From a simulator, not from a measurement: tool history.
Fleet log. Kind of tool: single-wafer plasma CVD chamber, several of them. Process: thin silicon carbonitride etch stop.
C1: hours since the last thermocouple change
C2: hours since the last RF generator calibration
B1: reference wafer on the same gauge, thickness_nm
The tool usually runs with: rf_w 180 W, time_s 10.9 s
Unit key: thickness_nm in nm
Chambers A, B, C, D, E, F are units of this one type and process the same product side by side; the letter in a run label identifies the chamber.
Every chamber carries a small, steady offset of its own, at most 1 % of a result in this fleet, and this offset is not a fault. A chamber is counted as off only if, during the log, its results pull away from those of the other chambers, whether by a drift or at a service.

Run 1A, hour 5.1: usual settings; C1 1536.2; C2 216.7; B1 5.8903. Result: thickness_nm 5.9791 nm.
Run 2B, hour 10.0: usual settings; C1 1222.9; C2 368.5; B1 5.8918. Result: thickness_nm 6.0343 nm.
Run 3F, hour 14.5: usual settings; C1 645.7; C2 1026.4; B1 5.8924. Result: thickness_nm 5.9957 nm.
Run 4D, hour 18.8: usual settings; C1 41.7; C2 1903.3; B1 5.8924. Result: thickness_nm 6.0382 nm.
Run 5C, hour 23.2: usual settings; C1 175.5; C2 594.8; B1 5.8930. Result: thickness_nm 6.0475 nm.
Run 6E, hour 27.8: usual settings; C1 1456.3; C2 258.6; B1 5.8947. Result: thickness_nm 5.9812 nm.
Run 7D, hour 31.5: usual settings; C1 54.4; C2 1916.0; B1 5.8944. Result: thickness_nm 6.0453 nm.
Run 8E, hour 33.8: usual settings; C1 1462.3; C2 264.6; B1 5.8968. Result: thickness_nm 5.9950 nm.
Run 9F, hour 36.9: usual settings but rf_w 200 W; C1 668.1; C2 1048.8; B1 5.8955. Result: thickness_nm 6.1943 nm.
Run 10A, hour 39.1: usual settings but rf_w 200 W; C1 1570.2; C2 250.7; B1 5.8951. Result: thickness_nm 6.1865 nm.
Run 11C, hour 42.2: usual settings but rf_w 200 W; C1 194.5; C2 613.8; B1 5.8967. Result: thickness_nm 6.2482 nm.
Run 12B, hour 47.2: usual settings but rf_w 200 W; C1 1260.1; C2 405.7; B1 5.8951. Result: thickness_nm 6.2434 nm.
Run 13F, hour 51.4: usual settings but rf_w 200 W; C1 682.6; C2 1063.3; B1 5.8964. Result: thickness_nm 6.1994 nm.
Run 14E, hour 55.4: usual settings but rf_w 200 W; C1 1483.9; C2 286.2; B1 5.8973. Result: thickness_nm 6.1735 nm.
Run 15B, hour 60.5: usual settings; C1 1273.4; C2 419.0; B1 5.8984. Result: thickness_nm 6.0482 nm.
Run 16A, hour 63.8: usual settings; C1 1594.9; C2 275.4; B1 5.9000. Result: thickness_nm 5.9936 nm.
Run 17C, hour 68.2: usual settings; C1 220.5; C2 639.8; B1 5.8991. Result: thickness_nm 6.0557 nm.
Run 18D, hour 71.1: usual settings; C1 94.0; C2 1955.6; B1 5.9001. Result: thickness_nm 6.0451 nm.
Run 19A, hour 76.3: usual settings; C1 1607.4; C2 287.9; B1 5.9015. Result: thickness_nm 5.9842 nm.
Run 20D, hour 80.2: usual settings; C1 103.1; C2 1964.7; B1 5.9015. Result: thickness_nm 6.0605 nm.
Run 21B, hour 83.1: usual settings; C1 1296.0; C2 441.6; B1 5.9022. Result: thickness_nm 6.0561 nm.
Run 22F, hour 87.3: usual settings; C1 718.5; C2 1099.2; B1 5.9024. Result: thickness_nm 6.0081 nm.
Run 23C, hour 91.2: usual settings; C1 243.5; C2 662.8; B1 5.9030. Result: thickness_nm 6.0635 nm.
Run 24E, hour 93.5: usual settings; C1 1522.0; C2 324.3; B1 5.9039. Result: thickness_nm 6.0056 nm.
Run 25A, hour 96.6: usual settings; C1 1627.7; C2 308.2; B1 5.9050. Result: thickness_nm 5.9952 nm.
Run 26D, hour 100.4: usual settings; C1 123.3; C2 1984.9; B1 5.9047. Result: thickness_nm 6.0611 nm.
Run 27F, hour 104.7: usual settings; C1 735.9; C2 1116.6; B1 5.9036. Result: thickness_nm 6.0126 nm.
Run 28E, hour 107.9: usual settings but rf_w 190 W, time_s 11.9 s; C1 1536.4; C2 338.7; B1 5.9061. Result: thickness_nm 6.6569 nm.
Run 29C, hour 111.1: usual settings but rf_w 190 W, time_s 11.9 s; C1 263.4; C2 682.7; B1 5.9063. Result: thickness_nm 6.7275 nm.
Run 30B, hour 113.6: usual settings but rf_w 190 W, time_s 11.9 s; C1 1326.5; C2 472.1; B1 5.9061. Result: thickness_nm 6.7163 nm.
Run 31E, hour 117.7: usual settings but rf_w 190 W, time_s 11.9 s; C1 1546.2; C2 348.5; B1 5.9064. Result: thickness_nm 6.6411 nm.
Run 32B, hour 122.3: usual settings but rf_w 190 W, time_s 11.9 s; C1 1335.2; C2 480.8; B1 5.9078. Result: thickness_nm 6.7240 nm.
Run 33D, hour 126.4: usual settings but rf_w 190 W, time_s 11.9 s; C1 149.3; C2 2010.9; B1 5.9072. Result: thickness_nm 6.7332 nm.
Run 34C, hour 129.7: usual settings; C1 282.0; C2 701.3; B1 5.9066. Result: thickness_nm 6.0690 nm.
Run 35F, hour 132.2: usual settings; C1 763.4; C2 1144.1; B1 5.9088. Result: thickness_nm 6.0072 nm.
Run 36A, hour 136.0: usual settings but rf_w 155 W, time_s 9.9 s; C1 1667.1; C2 347.6; B1 5.9089. Result: thickness_nm 5.2218 nm.
Run 37E, hour 139.4: usual settings but rf_w 155 W, time_s 9.9 s; C1 1567.9; C2 370.2; B1 5.9094. Result: thickness_nm 5.2219 nm.
Run 38F, hour 142.3: usual settings but rf_w 155 W, time_s 9.9 s; C1 773.5; C2 1154.2; B1 5.9111. Result: thickness_nm 5.2222 nm.
At hour 144.3: chamber D: RF generator calibrated.
Run 39D, hour 145.8: usual settings but rf_w 155 W, time_s 9.9 s; C1 168.7; C2 1.6; B1 5.9096. Result: thickness_nm 5.2601 nm.
Run 40C, hour 150.8: usual settings but rf_w 155 W, time_s 9.9 s; C1 303.1; C2 722.4; B1 5.9110. Result: thickness_nm 5.2648 nm.
Run 41A, hour 154.2: usual settings but rf_w 155 W, time_s 9.9 s; C1 1685.3; C2 365.8; B1 5.9133. Result: thickness_nm 5.2235 nm.
Run 42B, hour 158.8: usual settings; C1 1371.7; C2 517.3; B1 5.9131. Result: thickness_nm 6.0605 nm.
Run 43E, hour 161.3: usual settings; C1 1589.8; C2 392.1; B1 5.9126. Result: thickness_nm 6.0139 nm.
Run 44A, hour 166.1: usual settings; C1 1697.2; C2 377.7; B1 5.9132. Result: thickness_nm 6.0055 nm.

Next, every chamber runs the same settings. What will each give?
Run 45A, hour 169.9: usual settings but time_s 12.9 s. Result: thickness_nm ?.
Run 45B, hour 169.9: usual settings but time_s 12.9 s. Result: thickness_nm ?.
Run 45C, hour 169.9: usual settings but time_s 12.9 s. Result: thickness_nm ?.
Run 45D, hour 169.9: usual settings but time_s 12.9 s. Result: thickness_nm ?.
Run 45E, hour 169.9: usual settings but time_s 12.9 s. Result: thickness_nm ?.
Run 45F, hour 169.9: usual settings but time_s 12.9 s. Result: thickness_nm ?.

run  thickness_nm
45A        7.1040
45B        7.1837
45C        7.1816
45D        7.1812
45E        7.1060
45F        7.1349
